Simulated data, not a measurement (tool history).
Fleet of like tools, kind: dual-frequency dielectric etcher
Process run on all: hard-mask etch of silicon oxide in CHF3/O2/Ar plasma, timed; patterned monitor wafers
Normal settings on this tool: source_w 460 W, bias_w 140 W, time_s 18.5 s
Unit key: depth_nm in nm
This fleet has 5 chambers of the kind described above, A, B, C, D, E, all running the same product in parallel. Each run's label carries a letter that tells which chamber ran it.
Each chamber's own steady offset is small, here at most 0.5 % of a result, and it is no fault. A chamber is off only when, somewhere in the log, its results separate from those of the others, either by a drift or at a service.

| run | day | source_w | bias_w | time_s | hours since the last wet clean | hours since the last source power generator calibration | hours since the last bias power generator calibration | read-back reference wafer on the same gauge, depth_nm | depth_nm |
|---|---|---|---|---|---|---|---|---|---|
| 1B | 0.183 | 460 | 140 | 18.5 | 369.6 | 840.7 | 1778.2 | 26.181 | 30.303 |
| 2C | 0.342 | 460 | 140 | 18.5 | 175.9 | 1470.6 | 1831.1 | 26.23 | 30.242 |
| 3A | 0.696 | 460 | 140 | 18.5 | 146.9 | 1680.9 | 3129.3 | 26.204 | 30.423 |
| 4D | 0.996 | 460 | 140 | 18.5 | 411.2 | 355.6 | 1814.9 | 26.246 | 30.039 |
| 5E | 1.275 | 460 | 140 | 18.5 | 239.9 | 2184.5 | 252.7 | 26.207 | 30.154 |
| 6B | 1.629 | 460 | 140 | 18.5 | 404.3 | 875.4 | 1812.9 | 26.174 | 30.477 |
| 7C | 1.962 | 460 | 140 | 18.5 | 214.8 | 1509.5 | 1870 | 26.161 | 30.188 |
| 8D | 2.212 | 460 | 140 | 18.5 | 440.4 | 384.8 | 1844.1 | 26.238 | 30.459 |
| 9E | 2.408 | 460 | 140 | 18.5 | 267.1 | 2211.7 | 279.9 | 26.22 | 30.133 |
| 10A | 2.65 | 460 | 140 | 18.5 | 193.8 | 1727.8 | 3176.2 | 26.167 | 30.313 |
| 11C | 2.942 | 460 | 140 | 18.5 | 238.3 | 1533 | 1893.5 | 26.182 | 30.402 |
| 12E | 3.25 | 460 | 140 | 18.5 | 287.3 | 2231.9 | 300.1 | 26.215 | 30.32 |
| 13D | 3.412 | 460 | 140 | 18.5 | 469.2 | 413.6 | 1872.9 | 26.147 | 30.701 |
| 14B | 3.65 | 460 | 140 | 18.5 | 452.8 | 923.9 | 1861.4 | 26.238 | 30.014 |
| 15A | 3.929 | 460 | 140 | 18.5 | 224.5 | 1758.5 | 3206.9 | 26.166 | 30.448 |
| 16D | 4.092 | 460 | 140 | 18.5 | 485.5 | 429.9 | 1889.2 | 26.189 | 30.153 |
| 17E | 4.321 | 460 | 140 | 18.5 | 313 | 2257.6 | 325.8 | 26.208 | 30.811 |
| 18C | 4.588 | 550 | 140 | 18.5 | 277.8 | 1572.5 | 1933 | 26.195 | 32.213 |
| 19B | 4.758 | 550 | 140 | 18.5 | 479.4 | 950.5 | 1888 | 26.199 | 32.262 |
| 20A | 4.996 | 550 | 140 | 18.5 | 250.1 | 1784.1 | 3232.5 | 26.177 | 32.675 |
| 21A | 5.292 | 550 | 140 | 18.5 | 257.2 | 1791.2 | 3239.6 | 26.182 | 32.561 |
| 22B | 5.55 | 550 | 140 | 18.5 | 498.4 | 969.5 | 1907 | 26.209 | 32.433 |
| 23C | 5.85 | 460 | 140 | 18.5 | 308.1 | 1602.8 | 1963.3 | 26.192 | 30.313 |
| 24D | 6.196 | 460 | 140 | 18.5 | 536 | 480.4 | 1939.7 | 26.211 | 29.897 |
| 25E | 6.362 | 460 | 140 | 18.5 | 362 | 2306.6 | 374.8 | 26.236 | 30.166 |
| 26B | 6.688 | 460 | 140 | 18.5 | 525.7 | 996.8 | 1934.3 | 26.151 | 30.207 |
| 27C | 6.912 | 460 | 140 | 18.5 | 333.6 | 1628.3 | 1988.8 | 26.204 | 30.341 |
| 28D | 7.196 | 460 | 140 | 18.5 | 560 | 504.4 | 1963.7 | 26.237 | 30.383 |
| 29E | 7.558 | 460 | 140 | 18.5 | 390.7 | 2335.3 | 403.5 | 26.216 | 30.334 |
| 30A | 7.854 | 460 | 140 | 18.5 | 318.7 | 1852.7 | 3301.1 | 26.179 | 30.313 |
| 31E | 8.133 | 460 | 140 | 18.5 | 404.5 | 2349.1 | 417.3 | 26.221 | 30.27 |
| 32C | 8.492 | 460 | 140 | 18.5 | 371.5 | 1666.2 | 2026.7 | 26.213 | 30.393 |

Each of the 5 chambers runs these same settings next. Fill in every chamber's results:
| 33A | 8.758 | 380 | 140 | 18.5 |  |  |  |  | ? |
| 33B | 8.758 | 380 | 140 | 18.5 |  |  |  |  | ? |
| 33C | 8.758 | 380 | 140 | 18.5 |  |  |  |  | ? |
| 33D | 8.758 | 380 | 140 | 18.5 |  |  |  |  | ? |
| 33E | 8.758 | 380 | 140 | 18.5 |  |  |  |  | ? |

| run | depth_nm |
|---|---|
| 33A | 28.335 |
| 33B | 28.19 |
| 33C | 28.261 |
| 33D | 27.987 |
| 33E | 28.265 |

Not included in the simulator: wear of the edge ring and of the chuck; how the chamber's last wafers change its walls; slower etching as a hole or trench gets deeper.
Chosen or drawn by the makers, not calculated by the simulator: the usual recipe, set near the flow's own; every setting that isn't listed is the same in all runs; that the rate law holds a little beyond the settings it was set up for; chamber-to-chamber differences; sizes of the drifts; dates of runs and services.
